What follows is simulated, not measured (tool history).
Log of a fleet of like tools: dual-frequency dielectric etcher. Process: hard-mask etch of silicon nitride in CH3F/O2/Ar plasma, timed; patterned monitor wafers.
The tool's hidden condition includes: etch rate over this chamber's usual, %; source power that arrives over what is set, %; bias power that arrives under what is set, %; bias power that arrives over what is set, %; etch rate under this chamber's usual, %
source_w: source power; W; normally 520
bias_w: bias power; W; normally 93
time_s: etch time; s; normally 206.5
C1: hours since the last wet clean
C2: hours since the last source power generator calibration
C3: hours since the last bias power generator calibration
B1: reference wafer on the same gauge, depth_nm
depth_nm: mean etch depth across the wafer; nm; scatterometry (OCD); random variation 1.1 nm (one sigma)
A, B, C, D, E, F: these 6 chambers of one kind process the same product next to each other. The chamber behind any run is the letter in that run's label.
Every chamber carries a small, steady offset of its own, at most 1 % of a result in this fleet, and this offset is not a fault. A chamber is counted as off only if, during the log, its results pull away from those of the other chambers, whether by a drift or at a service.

run 1F hour=4.9 | source_w=520 bias_w=93 time_s=206.5 | C1=330.4 C2=834.3 C3=716.7 | B1=159.95 | depth_nm=173.13
run 2A hour=11.2 | source_w=520 bias_w=93 time_s=206.5 | C1=146.9 C2=833.9 C3=3783.6 | B1=160.18 | depth_nm=173.18
run 3D hour=16.3 | source_w=520 bias_w=93 time_s=206.5 | C1=180.6 C2=3297.9 C3=2817.2 | B1=159.83 | depth_nm=174.28
run 4C hour=22.1 | source_w=520 bias_w=93 time_s=206.5 | C1=258.9 C2=3225.6 C3=1711.5 | B1=159.98 | depth_nm=174.6
run 5B hour=31.6 | source_w=430 bias_w=93 time_s=206.5 | C1=104.5 C2=2093.3 C3=279.1 | B1=160.15 | depth_nm=163.87
run 6E hour=37.1 | source_w=430 bias_w=93 time_s=206.5 | C1=170 C2=3639.8 C3=1676.8 | B1=160.04 | depth_nm=164.64
run 7E hour=42.3 | source_w=430 bias_w=93 time_s=206.5 | C1=175.2 C2=3645 C3=1682 | B1=159.98 | depth_nm=164
-- hour=43.1 chamber E: source power generator calibrated
run 8F hour=50.8 | source_w=430 bias_w=93 time_s=206.5 | C1=376.3 C2=880.2 C3=762.6 | B1=160.2 | depth_nm=160.83
run 9D hour=59.8 | source_w=430 bias_w=93 time_s=206.5 | C1=224.1 C2=3341.4 C3=2860.7 | B1=160.25 | depth_nm=161.41
run 10C hour=66.4 | source_w=430 bias_w=93 time_s=206.5 | C1=303.2 C2=3269.9 C3=1755.8 | B1=160.34 | depth_nm=160.74
run 11B hour=73.2 | source_w=520 bias_w=93 time_s=206.5 | C1=146.1 C2=2134.9 C3=320.7 | B1=159.62 | depth_nm=174.3
run 12A hour=82.4 | source_w=520 bias_w=93 time_s=206.5 | C1=218.1 C2=905.1 C3=3854.8 | B1=160.15 | depth_nm=174.67
run 13A hour=88.4 | source_w=520 bias_w=93 time_s=206.5 | C1=224.1 C2=911.1 C3=3860.8 | B1=160.21 | depth_nm=173.76
-- hour=90.4 chamber B: source power generator calibrated
run 14B hour=99.2 | source_w=520 bias_w=93 time_s=206.5 | C1=172.1 C2=8.9 C3=346.7 | B1=160.23 | depth_nm=176.9
run 15D hour=110 | source_w=520 bias_w=93 time_s=206.5 | C1=274.3 C2=3391.6 C3=2910.9 | B1=159.92 | depth_nm=173.23
run 16E hour=121 | source_w=520 bias_w=93 time_s=206.5 | C1=253.9 C2=77.9 C3=1760.7 | B1=159.92 | depth_nm=175.53
run 17F hour=127.1 | source_w=520 bias_w=93 time_s=206.5 | C1=452.6 C2=956.5 C3=838.9 | B1=159.98 | depth_nm=173.86
run 18C hour=137.2 | source_w=520 bias_w=93 time_s=206.5 | C1=374 C2=3340.7 C3=1826.6 | B1=160.09 | depth_nm=170.54
run 19A hour=145.7 | source_w=520 bias_w=93 time_s=206.5 | C1=281.4 C2=968.4 C3=3918.1 | B1=159.85 | depth_nm=174.25
run 20B hour=156.2 | source_w=520 bias_w=93 time_s=206.5 | C1=229.1 C2=65.9 C3=403.7 | B1=159.97 | depth_nm=175.19
run 21C hour=165.7 | source_w=520 bias_w=93 time_s=206.5 | C1=402.5 C2=3369.2 C3=1855.1 | B1=159.81 | depth_nm=174.69
run 22E hour=173.7 | source_w=520 bias_w=93 time_s=206.5 | C1=306.6 C2=130.6 C3=1813.4 | B1=160.18 | depth_nm=176.24
run 23F hour=184.1 | source_w=520 bias_w=93 time_s=206.5 | C1=509.6 C2=1013.5 C3=895.9 | B1=159.76 | depth_nm=173.65
run 24D hour=191.8 | source_w=520 bias_w=93 time_s=206.5 | C1=356.1 C2=3473.4 C3=2992.7 | B1=159.75 | depth_nm=174.46
run 25F hour=201.7 | source_w=520 bias_w=93 time_s=206.5 | C1=527.2 C2=1031.1 C3=913.5 | B1=159.89 | depth_nm=172.38
-- hour=203.4 chamber F: wet clean of the chamber
run 26E hour=212.6 | source_w=520 bias_w=93 time_s=206.5 | C1=345.5 C2=169.5 C3=1852.3 | B1=160.19 | depth_nm=176.09
run 27D hour=219.9 | source_w=520 bias_w=93 time_s=206.5 | C1=384.2 C2=3501.5 C3=3020.8 | B1=160.1 | depth_nm=173.83
-- hour=223.9 chamber C: bias power generator calibrated
-- hour=224.2 chamber C: wet clean of the chamber
run 28A hour=224.7 | source_w=520 bias_w=93 time_s=206.5 | C1=360.4 C2=1047.4 C3=3997.1 | B1=160 | depth_nm=174.29
run 29B hour=231.9 | source_w=570 bias_w=83 time_s=206.5 | C1=304.8 C2=141.6 C3=479.4 | B1=159.8 | depth_nm=173.4
run 30C hour=237.3 | source_w=570 bias_w=83 time_s=206.5 | C1=13.2 C2=3440.8 C3=13.4 | B1=159.68 | depth_nm=171.65
run 31F hour=242.7 | source_w=570 bias_w=83 time_s=206.5 | C1=39.4 C2=1072.1 C3=954.5 | B1=159.77 | depth_nm=173.06
run 32B hour=251.8 | source_w=570 bias_w=83 time_s=206.5 | C1=324.7 C2=161.5 C3=499.3 | B1=160.04 | depth_nm=172.74
run 33E hour=262.2 | source_w=570 bias_w=83 time_s=206.5 | C1=395.1 C2=219.1 C3=1901.9 | B1=160.28 | depth_nm=175.3
run 34A hour=270.1 | source_w=570 bias_w=83 time_s=206.5 | C1=405.8 C2=1092.8 C3=4042.5 | B1=159.7 | depth_nm=172.65
run 35D hour=275.8 | source_w=520 bias_w=93 time_s=206.5 | C1=440.1 C2=3557.4 C3=3076.7 | B1=159.8 | depth_nm=174
run 36C hour=284.5 | source_w=520 bias_w=93 time_s=206.5 | C1=60.4 C2=3488 C3=60.6 | B1=160.03 | depth_nm=173.62
run 37D hour=290.6 | source_w=520 bias_w=93 time_s=206.5 | C1=454.9 C2=3572.2 C3=3091.5 | B1=159.93 | depth_nm=174.47
run 38C hour=296 | source_w=520 bias_w=93 time_s=206.5 | C1=71.9 C2=3499.5 C3=72.1 | B1=159.98 | depth_nm=172.43
run 39A hour=302.3 | source_w=430 bias_w=93 time_s=243.5 | C1=438 C2=1125 C3=4074.7 | B1=159.97 | depth_nm=191.77
run 40F hour=313.3 | source_w=430 bias_w=93 time_s=243.5 | C1=110 C2=1142.7 C3=1025.1 | B1=160.2 | depth_nm=191.41

Is one chamber off against the others, does the gauge drift, or is nothing wrong? If a chamber is off, say which, and what the likeliest cause is.

Nothing is wrong: each chamber keeps only its own small, steady offset and the gauge holds still.
